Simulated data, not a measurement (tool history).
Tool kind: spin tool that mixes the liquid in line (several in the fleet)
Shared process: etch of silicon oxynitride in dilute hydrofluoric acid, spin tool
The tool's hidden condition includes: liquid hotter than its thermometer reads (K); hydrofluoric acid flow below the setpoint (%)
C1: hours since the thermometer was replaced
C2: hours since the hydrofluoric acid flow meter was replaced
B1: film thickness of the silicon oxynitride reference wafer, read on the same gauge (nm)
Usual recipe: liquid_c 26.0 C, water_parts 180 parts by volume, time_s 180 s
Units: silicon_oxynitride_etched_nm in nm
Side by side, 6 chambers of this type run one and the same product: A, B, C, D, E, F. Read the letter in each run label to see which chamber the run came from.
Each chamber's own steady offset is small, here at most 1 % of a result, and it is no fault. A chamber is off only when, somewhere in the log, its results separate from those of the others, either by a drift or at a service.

{"run": "1B", "hour": 3.4, "liquid_c": 26.0, "water_parts": 180, "time_s": 180, "C1": 39.5, "C2": 209.9, "B1": 40.001, "silicon_oxynitride_etched_nm": 1.9565}
{"run": "2C", "hour": 7.8, "liquid_c": 26.0, "water_parts": 180, "time_s": 180, "C1": 2192.9, "C2": 1280.2, "B1": 39.994, "silicon_oxynitride_etched_nm": 1.9604}
{"run": "3D", "hour": 10.2, "liquid_c": 26.0, "water_parts": 180, "time_s": 180, "C1": 2002.9, "C2": 808.9, "B1": 40.004, "silicon_oxynitride_etched_nm": 1.9586}
{"run": "4E", "hour": 13.3, "liquid_c": 26.0, "water_parts": 180, "time_s": 180, "C1": 1309.3, "C2": 1224.1, "B1": 39.994, "silicon_oxynitride_etched_nm": 1.9411}
{"run": "5F", "hour": 16.7, "liquid_c": 26.0, "water_parts": 180, "time_s": 180, "C1": 175.4, "C2": 1281.0, "B1": 40.025, "silicon_oxynitride_etched_nm": 1.9731}
{"run": "6A", "hour": 18.7, "liquid_c": 26.0, "water_parts": 235, "time_s": 100, "C1": 1810.2, "C2": 489.4, "B1": 39.999, "silicon_oxynitride_etched_nm": 0.78422}
{"run": "7D", "hour": 22.2, "liquid_c": 26.0, "water_parts": 235, "time_s": 100, "C1": 2014.9, "C2": 820.9, "B1": 40.001, "silicon_oxynitride_etched_nm": 0.80512}
{"run": "8F", "hour": 24.8, "liquid_c": 26.0, "water_parts": 235, "time_s": 100, "C1": 183.5, "C2": 1289.1, "B1": 39.993, "silicon_oxynitride_etched_nm": 0.79921}
{"run": "9A", "hour": 28.7, "liquid_c": 26.0, "water_parts": 235, "time_s": 100, "C1": 1820.2, "C2": 499.4, "B1": 40.011, "silicon_oxynitride_etched_nm": 0.80564}
{"run": "10E", "hour": 31.0, "liquid_c": 26.0, "water_parts": 235, "time_s": 100, "C1": 1327.0, "C2": 1241.8, "B1": 39.98, "silicon_oxynitride_etched_nm": 0.78959}
{"run": "11C", "hour": 33.9, "liquid_c": 26.0, "water_parts": 235, "time_s": 100, "C1": 2219.0, "C2": 1306.3, "B1": 40.018, "silicon_oxynitride_etched_nm": 0.77652}
{"run": "12B", "hour": 37.1, "liquid_c": 26.0, "water_parts": 180, "time_s": 180, "C1": 73.2, "C2": 243.6, "B1": 40.001, "silicon_oxynitride_etched_nm": 1.9451}
{"run": "13B", "hour": 41.5, "liquid_c": 22.0, "water_parts": 180, "time_s": 240, "C1": 77.6, "C2": 248.0, "B1": 40.006, "silicon_oxynitride_etched_nm": 2.2067}
{"run": "14C", "hour": 45.3, "liquid_c": 22.0, "water_parts": 180, "time_s": 240, "C1": 2230.4, "C2": 1317.7, "B1": 39.988, "silicon_oxynitride_etched_nm": 2.1609}
{"run": "15F", "hour": 48.4, "liquid_c": 22.0, "water_parts": 180, "time_s": 240, "C1": 207.1, "C2": 1312.7, "B1": 40.008, "silicon_oxynitride_etched_nm": 2.1791}
{"run": "16A", "hour": 52.5, "liquid_c": 22.0, "water_parts": 180, "time_s": 240, "C1": 1844.0, "C2": 523.2, "B1": 40.003, "silicon_oxynitride_etched_nm": 2.1331}
{"run": "17D", "hour": 56.4, "liquid_c": 22.0, "water_parts": 180, "time_s": 240, "C1": 2049.1, "C2": 855.1, "B1": 40.011, "silicon_oxynitride_etched_nm": 2.189}
{"run": "18E", "hour": 58.5, "liquid_c": 22.0, "water_parts": 180, "time_s": 240, "C1": 1354.5, "C2": 1269.3, "B1": 40.016, "silicon_oxynitride_etched_nm": 2.128}
{"run": "19B", "hour": 62.4, "liquid_c": 26.0, "water_parts": 180, "time_s": 180, "C1": 98.5, "C2": 268.9, "B1": 39.999, "silicon_oxynitride_etched_nm": 1.94}
{"run": "20E", "hour": 66.2, "liquid_c": 26.0, "water_parts": 180, "time_s": 180, "C1": 1362.2, "C2": 1277.0, "B1": 39.998, "silicon_oxynitride_etched_nm": 1.8448}
{"run": "21F", "hour": 70.7, "liquid_c": 26.0, "water_parts": 180, "time_s": 180, "C1": 229.4, "C2": 1335.0, "B1": 39.993, "silicon_oxynitride_etched_nm": 1.9474}
{"run": "22A", "hour": 74.5, "liquid_c": 22.0, "water_parts": 180, "time_s": 240, "C1": 1866.0, "C2": 545.2, "B1": 40.015, "silicon_oxynitride_etched_nm": 2.0997}
{"hour": 76.3, "done": "chamber C: thermometer replaced"}
{"run": "23C", "hour": 77.3, "liquid_c": 22.0, "water_parts": 180, "time_s": 240, "C1": 1.1, "C2": 1349.7, "B1": 40.006, "silicon_oxynitride_etched_nm": 2.1657}
{"run": "24D", "hour": 79.7, "liquid_c": 22.0, "water_parts": 180, "time_s": 240, "C1": 2072.4, "C2": 878.4, "B1": 40.006, "silicon_oxynitride_etched_nm": 2.1348}
{"run": "25F", "hour": 82.7, "liquid_c": 22.0, "water_parts": 180, "time_s": 240, "C1": 241.4, "C2": 1347.0, "B1": 39.994, "silicon_oxynitride_etched_nm": 2.1918}
{"run": "26B", "hour": 84.9, "liquid_c": 22.0, "water_parts": 180, "time_s": 240, "C1": 121.0, "C2": 291.4, "B1": 39.993, "silicon_oxynitride_etched_nm": 2.1318}
{"run": "27C", "hour": 88.1, "liquid_c": 22.0, "water_parts": 180, "time_s": 240, "C1": 11.9, "C2": 1360.5, "B1": 40.003, "silicon_oxynitride_etched_nm": 2.2048}
{"run": "28E", "hour": 90.6, "liquid_c": 26.0, "water_parts": 180, "time_s": 180, "C1": 1386.6, "C2": 1301.4, "B1": 40.006, "silicon_oxynitride_etched_nm": 1.8361}
{"run": "29D", "hour": 92.9, "liquid_c": 26.0, "water_parts": 180, "time_s": 180, "C1": 2085.6, "C2": 891.6, "B1": 39.985, "silicon_oxynitride_etched_nm": 1.9586}
{"run": "30A", "hour": 95.7, "liquid_c": 26.0, "water_parts": 180, "time_s": 180, "C1": 1887.2, "C2": 566.4, "B1": 39.979, "silicon_oxynitride_etched_nm": 1.8956}
{"run": "31B", "hour": 98.5, "liquid_c": 26.0, "water_parts": 180, "time_s": 180, "C1": 134.6, "C2": 305.0, "B1": 40.001, "silicon_oxynitride_etched_nm": 1.9788}
{"run": "32C", "hour": 100.5, "liquid_c": 26.0, "water_parts": 180, "time_s": 180, "C1": 24.3, "C2": 1372.9, "B1": 40.005, "silicon_oxynitride_etched_nm": 1.9509}
{"run": "33F", "hour": 104.5, "liquid_c": 28.5, "water_parts": 105, "time_s": 180, "C1": 263.2, "C2": 1368.8, "B1": 39.985, "silicon_oxynitride_etched_nm": 3.9294}
{"run": "34A", "hour": 107.1, "liquid_c": 28.5, "water_parts": 105, "time_s": 180, "C1": 1898.6, "C2": 577.8, "B1": 39.976, "silicon_oxynitride_etched_nm": 4.0035}
{"run": "35E", "hour": 111.5, "liquid_c": 28.5, "water_parts": 105, "time_s": 180, "C1": 1407.5, "C2": 1322.3, "B1": 39.991, "silicon_oxynitride_etched_nm": 3.6484}
{"run": "36D", "hour": 114.8, "liquid_c": 28.5, "water_parts": 105, "time_s": 180, "C1": 2107.5, "C2": 913.5, "B1": 40.0, "silicon_oxynitride_etched_nm": 3.9878}
{"run": "37B", "hour": 117.7, "liquid_c": 28.5, "water_parts": 105, "time_s": 180, "C1": 153.8, "C2": 324.2, "B1": 40.006, "silicon_oxynitride_etched_nm": 4.0981}

Does one chamber stand apart from the rest, does the shared gauge drift, or is all well apart from small per-chamber offsets? Give the chamber and the most likely cause, where there is one.

Little by little, chamber E moves away from the other chambers.
Most likely cause: hydrofluoric acid flow below the setpoint (%) = 8.92.
The log might look much the same if the cause were instead: liquid colder than its thermometer reads (K).

Chamber E could run next with any of the 4 candidate recipes listed below; each alters the usual settings, and their results appear as question marks. Which one brings its results back in line with what the other chambers deliver on the usual settings?
Allowed miss from the other chambers' usual-settings mean, per result, to count as in line: silicon_oxynitride_etched_nm 0.09400 nm
{"run": "38E-1", "hour": 120.9, "liquid_c": 26.0, "water_parts": 150, "time_s": 180, "silicon_oxynitride_etched_nm": "?"}
{"run": "38E-2", "hour": 120.9, "liquid_c": 26.0, "water_parts": 170, "time_s": 190, "silicon_oxynitride_etched_nm": "?"}
{"run": "38E-3", "hour": 120.9, "liquid_c": 26.0, "water_parts": 195, "time_s": 160, "silicon_oxynitride_etched_nm": "?"}
{"run": "38E-4", "hour": 120.9, "liquid_c": 25.5, "water_parts": 195, "time_s": 180, "silicon_oxynitride_etched_nm": "?"}

Average result of the remaining chambers running the usual settings: silicon_oxynitride_etched_nm 1.94700 nm
run=38E-1 silicon_oxynitride_etched_nm=2.13950
run=38E-2 silicon_oxynitride_etched_nm=1.95990
run=38E-3 silicon_oxynitride_etched_nm=1.40960
run=38E-4 silicon_oxynitride_etched_nm=1.55240
38E-2 brings the chamber back in line.
